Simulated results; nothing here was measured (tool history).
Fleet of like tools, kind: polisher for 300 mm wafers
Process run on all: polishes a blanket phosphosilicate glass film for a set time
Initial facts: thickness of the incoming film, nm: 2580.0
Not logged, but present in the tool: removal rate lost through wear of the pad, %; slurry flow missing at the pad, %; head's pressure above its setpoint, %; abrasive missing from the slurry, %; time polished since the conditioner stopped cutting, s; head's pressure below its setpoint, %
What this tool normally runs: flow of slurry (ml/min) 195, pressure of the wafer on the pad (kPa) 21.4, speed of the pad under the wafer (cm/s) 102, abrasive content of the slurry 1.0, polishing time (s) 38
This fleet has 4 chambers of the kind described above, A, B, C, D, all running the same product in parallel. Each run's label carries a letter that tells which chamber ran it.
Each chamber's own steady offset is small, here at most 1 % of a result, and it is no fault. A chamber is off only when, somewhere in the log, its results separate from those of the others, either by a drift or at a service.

run	hour	flow of slurry (ml/min)	pressure of the wafer on the pad (kPa)	speed of the pad under the wafer (cm/s)	abrasive content of the slurry	polishing time (s)	wafers polished on this pad	hours since the slurry nozzle was cleaned	hours since the head pressure was calibrated	hours since the slurry blender was calibrated	hours since the conditioning disc was replaced	film removed (Å)
1C	3.1	195	21.4	102	1.0	38	210	125.6	303.3	430.8	150.6	2834.8
# hour 3.7: chamber C: slurry blender recalibrated
2A	7.5	195	21.4	102	1.0	38	681	86.5	459.0	94.9	140.0	2816.1
3B	10.6	195	21.4	102	1.0	38	476	248.0	601.3	162.4	278.0	2867.8
4D	13.6	195	21.4	102	1.0	38	574	100.9	16.7	178.3	21.3	2852.4
5C	17.1	195	21.4	102	1.0	38	357	139.6	317.3	13.4	164.6	2834.7
6D	20.0	195	21.4	102	1.0	38	642	107.3	23.1	184.7	27.7	2829.9
# hour 23.4: chamber D: worn pad replaced by a new one
7B	23.9	195	21.4	102	1.0	38	616	261.3	614.6	175.7	291.3	2852.9
8A	27.7	195	21.4	102	1.0	38	893	106.7	479.2	115.1	160.2	2875.7
9C	30.5	195	21.4	102	1.0	38	498	153.0	330.7	26.8	178.0	2855.4
10A	33.3	195	21.4	102	1.0	38	952	112.3	484.8	120.7	165.8	2867.3
11B	36.4	195	14.5	102	1.2	38	747	273.8	627.1	188.2	303.8	2107.1
12D	39.9	195	14.5	102	1.2	38	173	127.2	43.0	204.6	47.6	2111.7
# hour 41.5: chamber C: head pressure recalibrated
13A	43.3	195	14.5	102	1.2	38	1057	122.3	494.8	130.7	175.8	2053.2
14B	45.6	195	14.5	102	1.2	38	844	283.0	636.3	197.4	313.0	2094.5
15C	48.2	195	21.4	102	1.0	38	684	170.7	6.7	44.5	195.7	2978.6
# hour 48.7: chamber A: worn pad replaced by a new one
16D	51.0	195	21.4	102	1.0	38	290	138.3	54.1	215.7	58.7	2831.3
17A	55.1	195	21.4	102	1.0	38	68	134.1	506.6	142.5	187.6	2818.5
18D	57.5	195	21.4	102	1.0	38	358	144.8	60.6	222.2	65.2	2845.3
# hour 60.1: chamber B: worn pad replaced by a new one
19C	60.4	195	21.4	102	1.0	38	812	182.9	18.9	56.7	207.9	2982.5
# hour 62.8: chamber C: conditioning disc replaced and pad reconditioned
20B	63.9	195	21.4	102	1.0	38	40	301.3	654.6	215.7	331.3	2834.3
21B	67.6	195	21.4	102	1.0	49	79	305.0	658.3	219.4	335.0	3663.0
# hour 71.4: chamber B: slurry nozzle cleaned
22A	71.8	195	21.4	102	1.0	49	243	150.8	523.3	159.2	204.3	3715.2
23D	76.1	195	21.4	102	1.0	49	554	163.4	79.2	240.8	83.8	3677.0
24C	78.9	195	21.4	102	1.0	49	1007	201.4	37.4	75.2	16.1	3814.5
25D	83.2	195	21.4	102	1.0	38	628	170.5	86.3	247.9	90.9	2817.8
# hour 83.3: chamber D: worn pad replaced by a new one
26B	86.0	195	21.4	102	1.0	38	272	14.7	676.7	237.8	353.4	2835.3
# hour 88.1: chamber C: worn pad replaced by a new one
27A	90.5	195	21.4	102	1.0	38	440	169.5	542.0	177.9	223.0	2851.5
# hour 91.8: chamber B: head pressure recalibrated
28C	94.7	195	21.4	102	1.0	38	69	217.2	53.2	91.0	31.9	2976.5
# hour 95.2: chamber B: slurry blender recalibrated
29C	98.2	195	21.4	102	1.0	38	106	220.7	56.7	94.5	35.4	2946.6
# hour 101.0: chamber A: conditioning disc replaced and pad reconditioned
30B	101.1	195	21.4	102	1.0	38	431	29.8	9.3	6.0	368.5	2800.6
31D	104.9	195	21.4	102	1.0	38	227	192.2	108.0	269.6	112.6	2838.7
32A	109.0	195	21.4	102	1.0	38	634	188.0	560.5	196.4	8.0	2841.7
33B	112.5	195	21.4	102	1.0	38	551	41.2	20.7	17.4	379.9	2817.8
34C	115.6	195	21.4	102	1.0	38	289	238.1	74.1	111.9	52.8	2969.6
35D	118.7	195	21.4	102	1.0	38	372	206.0	121.8	283.4	126.4	2824.2
36A	122.1	195	21.4	102	1.0	38	772	201.1	573.6	209.5	21.1	2826.8
37C	126.3	195	21.4	102	1.0	38	401	248.8	84.8	122.6	63.5	2976.2
# hour 128.3: chamber D: slurry nozzle cleaned
38A	129.6	195	21.4	102	1.0	38	850	208.6	581.1	217.0	28.6	2818.2
39B	133.4	195	21.4	102	1.0	38	770	62.1	41.6	38.3	400.8	2850.6
40D	137.5	195	21.4	102	1.0	38	569	9.2	140.6	302.2	145.2	2794.6

Is one chamber off against the others, does the gauge drift, or is nothing wrong? If a chamber is off, say which, and what the likeliest cause is.

A service left chamber C off against the others.
What lies behind it: head's pressure above its setpoint, % = 4.22.

Which of the 4 candidates below, each the usual settings with something changed and its results left as question marks, puts chamber C back in line with what the other chambers give on the usual settings?
A result is in line if it is within this distance of the other chambers' mean on the usual settings: film removed (Å) 70.0
41C-1	140.7	195	20.7	100	1.0	38						?
41C-2	140.7	280	21.4	102	1.0	38						?
41C-3	140.7	195	22.8	106	1.0	38						?
41C-4	140.7	195	20.7	98	1.0	37						?

Average result of the remaining chambers running the usual settings: film removed (Å) 2840.7
run	film removed (Å)
41C-1	2837.9
41C-2	3102.3
41C-3	3266.4
41C-4	2719.4
The answer is 41C-1, which returns the chamber to within the allowed miss of the others.

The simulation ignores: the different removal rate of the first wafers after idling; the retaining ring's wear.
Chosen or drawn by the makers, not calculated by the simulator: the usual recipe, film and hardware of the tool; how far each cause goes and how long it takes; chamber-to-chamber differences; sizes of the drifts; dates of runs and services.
